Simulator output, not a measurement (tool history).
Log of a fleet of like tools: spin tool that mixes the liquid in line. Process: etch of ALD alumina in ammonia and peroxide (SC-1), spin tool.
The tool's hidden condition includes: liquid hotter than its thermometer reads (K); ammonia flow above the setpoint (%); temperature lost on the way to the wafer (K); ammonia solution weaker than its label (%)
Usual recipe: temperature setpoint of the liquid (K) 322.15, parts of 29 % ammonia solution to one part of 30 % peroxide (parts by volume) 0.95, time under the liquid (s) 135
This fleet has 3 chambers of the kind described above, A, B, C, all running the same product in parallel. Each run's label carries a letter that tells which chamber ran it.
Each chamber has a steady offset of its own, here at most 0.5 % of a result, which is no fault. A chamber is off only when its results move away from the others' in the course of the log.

run   hour  temperature setpoint of the liquid (K)  parts of 29 % ammonia solution to one part of 30 % peroxide (parts by volume)  time under the liquid (s)  hours since the thermometer was replaced  hours since the ammonia flow meter was replaced  hours since the heated supply line was repaired  hours since the drum of ammonia solution was connected  read-back film thickness of the ALD alumina reference wafer, read on the same gauge (nm)  thickness taken off the ALD alumina on a monitor wafer (angstrom)
 1B    3.6                                  322.15                                                                           0.95                        135                                     349.3                                            352.5                                           2999.8                                                      40                                                                                     60.03                                                             54.091
 2A      8                                  322.15                                                                           0.95                        135                                      71.4                                            543.5                                           2532.4                                                   439.8                                                                                     59.99                                                             54.301
 3C   11.4                                  322.15                                                                           0.95                        135                                       643                                             31.7                                            215.3                                                   256.1                                                                                    59.943                                                             54.941
 4A   15.6                                  322.15                                                                           0.95                        135                                        79                                            551.1                                             2540                                                   447.4                                                                                    60.009                                                             54.593
 5B   19.2                                  328.65                                                                           0.95                        135                                     364.9                                            368.1                                           3015.4                                                    55.6                                                                                    60.035                                                             77.654
 6C   23.9                                  328.65                                                                           0.95                        135                                     655.5                                             44.2                                            227.8                                                   268.6                                                                                    59.985                                                             77.567
 7B   29.8                                  328.65                                                                           0.95                        135                                     375.5                                            378.7                                             3026                                                    66.2                                                                                    60.021                                                             77.754
 8C   34.3                                  322.15                                                                           0.95                        135                                     665.9                                             54.6                                            238.2                                                     279                                                                                    60.047                                                             54.694
 9A   40.8                                  322.15                                                                           0.95                        135                                     104.2                                            576.3                                           2565.2                                                   472.6                                                                                    60.002                                                             54.288
10C   45.3                                  322.15                                                                           0.95                        135                                     676.9                                             65.6                                            249.2                                                     290                                                                                    60.005                                                             54.728
11A   50.6                                  322.15                                                                           0.95                        135                                       114                                            586.1                                             2575                                                   482.4                                                                                    60.021                                                             53.993
12B   54.2                                  322.15                                                                           0.95                        135                                     399.9                                            403.1                                           3050.4                                                    90.6                                                                                    59.983                                                             54.229
13C   57.8                                  313.15                                                                           0.95                        135                                     689.4                                             78.1                                            261.7                                                   302.5                                                                                    59.982                                                             32.901
14A   63.3                                  313.15                                                                           0.95                        135                                     126.7                                            598.8                                           2587.7                                                   495.1                                                                                    59.961                                                             32.369
      64.4  -- chamber A: new drum of ammonia solution connected
15B   71.1                                  313.15                                                                           0.95                        135                                     416.8                                              420                                           3067.3                                                   107.5                                                                                    59.993                                                             32.006
16C   74.9                                  322.15                                                                           0.95                        135                                     706.5                                             95.2                                            278.8                                                   319.6                                                                                    60.009                                                             55.684
17B   79.8                                  322.15                                                                           0.95                        135                                     425.5                                            428.7                                             3076                                                   116.2                                                                                    59.992                                                             54.681
18A   85.1                                  322.15                                                                           0.95                        135                                     148.5                                            620.6                                           2609.5                                                    20.7                                                                                    59.985                                                              54.04
19C     90                                  322.15                                                                           0.65                         60                                     721.6                                            110.3                                            293.9                                                   334.7                                                                                    59.954                                                             24.202
20A   96.9                                  322.15                                                                           0.65                         60                                     160.3                                            632.4                                           2621.3                                                    32.5                                                                                    59.972                                                             23.463
21B  100.7                                  322.15                                                                           0.65                         60                                     446.4                                            449.6                                           3096.9                                                   137.1                                                                                    59.934                                                             23.533
22C  108.4                                  325.15                                                                           0.95                        205                                       740                                            128.7                                            312.3                                                   353.1                                                                                    59.972                                                             100.89
23A  112.8                                  325.15                                                                           0.95                        205                                     176.2                                            648.3                                           2637.2                                                    48.4                                                                                    59.974                                                             98.746
24B  119.9                                  325.15                                                                           0.95                        205                                     465.6                                            468.8                                           3116.1                                                   156.3                                                                                    60.004                                                             98.246
25A  127.2                                  322.15                                                                           0.95                        135                                     190.6                                            662.7                                           2651.6                                                    62.8                                                                                    60.019                                                             54.226
26B  133.8                                  322.15                                                                           0.75                         60                                     479.5                                            482.7                                             3130                                                   170.2                                                                                    60.012                                                             23.463
     134.5  -- chamber C: new drum of ammonia solution connected
27C  139.6                                  322.15                                                                           0.75                         60                                     771.2                                            159.9                                            343.5                                                     5.1                                                                                    60.004                                                             24.802

Predict what each chamber gives when all 3 of them run the settings below next.
28A  145.2                                  322.15                                                                           0.95                        135                                                                                                                                                                                                                                                                                                                                                                ?
28B  145.2                                  322.15                                                                           0.95                        135                                                                                                                                                                                                                                                                                                                                                                ?
28C  145.2                                  322.15                                                                           0.95                        135                                                                                                                                                                                                                                                                                                                                                                ?

run  thickness taken off the ALD alumina on a monitor wafer (angstrom)
28A                                                             54.784
28B                                                             54.592
28C                                                             57.326

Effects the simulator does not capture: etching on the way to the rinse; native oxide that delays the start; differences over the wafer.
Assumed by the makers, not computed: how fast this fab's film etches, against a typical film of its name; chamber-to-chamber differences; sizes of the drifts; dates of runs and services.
